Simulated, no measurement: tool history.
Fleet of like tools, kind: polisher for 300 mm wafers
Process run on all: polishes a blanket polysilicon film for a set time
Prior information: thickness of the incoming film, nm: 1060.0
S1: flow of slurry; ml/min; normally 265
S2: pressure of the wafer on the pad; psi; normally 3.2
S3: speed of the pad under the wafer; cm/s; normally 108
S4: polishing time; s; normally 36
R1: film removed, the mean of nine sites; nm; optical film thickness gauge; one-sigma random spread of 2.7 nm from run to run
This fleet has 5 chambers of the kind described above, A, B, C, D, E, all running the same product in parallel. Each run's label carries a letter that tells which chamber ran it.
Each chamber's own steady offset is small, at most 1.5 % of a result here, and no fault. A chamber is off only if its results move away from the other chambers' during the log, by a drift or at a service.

run   hour   S1   S2   S3  S4      R1
       4.5  -- chamber B: worn pad replaced by a new one
 1C    4.6  265  3.2  108  36  439.89
 2D   10.8  265  3.2  108  36  431.90
      14.6  -- chamber A: worn pad replaced by a new one
      14.6  -- chamber C: worn pad replaced by a new one
 3B   16.8  265  3.2  108  36  445.48
      16.9  -- chamber E: worn pad replaced by a new one
 4E   24.8  265  3.2  108  36  448.36
 5A   30.5  265  3.2  108  36  441.94
 6A   34.7  265  3.2  108  36  437.45
 7B   38.9  265  3.2  108  36  444.56
 8D   42.4  180  3.2  108  31  356.71
 9C   47.8  180  3.2  108  31  360.89
10E   52.9  180  3.2  108  31  369.59
11C   60.4  180  3.2  108  31  362.01
      62.8  -- chamber D: worn pad replaced by a new one
12B   66.8  180  3.2  108  31  365.38
13D   71.7  265  3.2  108  36  431.80
14A   77.8  265  3.2  138  36  562.93
      78.4  -- chamber B: worn pad replaced by a new one
15E   85.5  265  3.2  138  36  573.85
16A   88.9  265  3.2  138  36  559.14
      91.4  -- chamber A: worn pad replaced by a new one
17E   95.7  265  3.2  138  36  570.24
      99.4  -- chamber E: worn pad replaced by a new one
     100.5  -- chamber A: slurry nozzle cleaned
18C  103.8  265  3.2  138  36  559.12
19B  108.8  265  3.2  108  36  439.35
     110.2  -- chamber C: worn pad replaced by a new one
20D  116.7  265  3.2  108  36  434.84
     123.5  -- chamber D: worn pad replaced by a new one
21B  124.7  265  3.2  108  36  433.40
     127.2  -- chamber B: head pressure recalibrated
22D  130.8  265  3.2  108  36  437.04
23C  136.2  300  3.2  108  36  436.65
     138.2  -- chamber B: worn pad replaced by a new one
24A  142.0  300  3.2  108  36  448.01
25E  148.5  300  3.2  108  36  452.38
26C  155.4  300  3.2  108  36  425.15
27E  163.1  300  3.2  108  36  449.72
     164.0  -- chamber A: worn pad replaced by a new one
28A  168.8  265  3.2  108  36  440.90
29B  173.5  265  3.2  108  36  436.50
30D  178.5  265  3.2  108  36  439.04
31B  184.3  265  3.2  108  36  440.06
     184.7  -- chamber D: worn pad replaced by a new one
32D  191.7  265  3.2  108  36  435.52
     195.4  -- chamber B: slurry nozzle cleaned
33A  197.0  265  3.2  108  36  438.67
     203.5  -- chamber E: worn pad replaced by a new one
     203.6  -- chamber B: worn pad replaced by a new one
34C  204.4  265  3.2  108  36  408.60
35E  211.3  265  3.2  108  36  447.46
36E  214.8  265  3.2  108  36  446.69
37B  222.0  265  3.2  108  36  441.25

Read the log: is a single chamber off, either drifting away or since a service, is the gauge that measures every chamber drifting, or is nothing wrong beyond small per-chamber offsets? Name any odd chamber and what most likely caused it.

Little by little, chamber C moves away from the other chambers.
Likeliest cause: head's pressure below its setpoint, % = 7.58.
From this log alone, it may not be told apart from: slurry flow missing at the pad, %.

Which of the 4 candidates below, each the usual settings with something changed and its results left as question marks, puts chamber C back in line with what the other chambers give on the usual settings?
To be in line, a result may differ from the other chambers' mean on the usual settings by at most: R1 9.40 nm
38C-1  227.8  260  3.2  108  31   ?
38C-2  227.8  265  3.1  106  35   ?
38C-3  227.8  270  3.2  126  36   ?
38C-4  227.8  265  3.3  110  37   ?

The other chambers' mean on the usual settings: R1 440.98 nm
  run      R1
38C-1  351.36
38C-2  377.75
38C-3  477.87
38C-4  441.48
38C-4 puts the chamber back in line with the other chambers.

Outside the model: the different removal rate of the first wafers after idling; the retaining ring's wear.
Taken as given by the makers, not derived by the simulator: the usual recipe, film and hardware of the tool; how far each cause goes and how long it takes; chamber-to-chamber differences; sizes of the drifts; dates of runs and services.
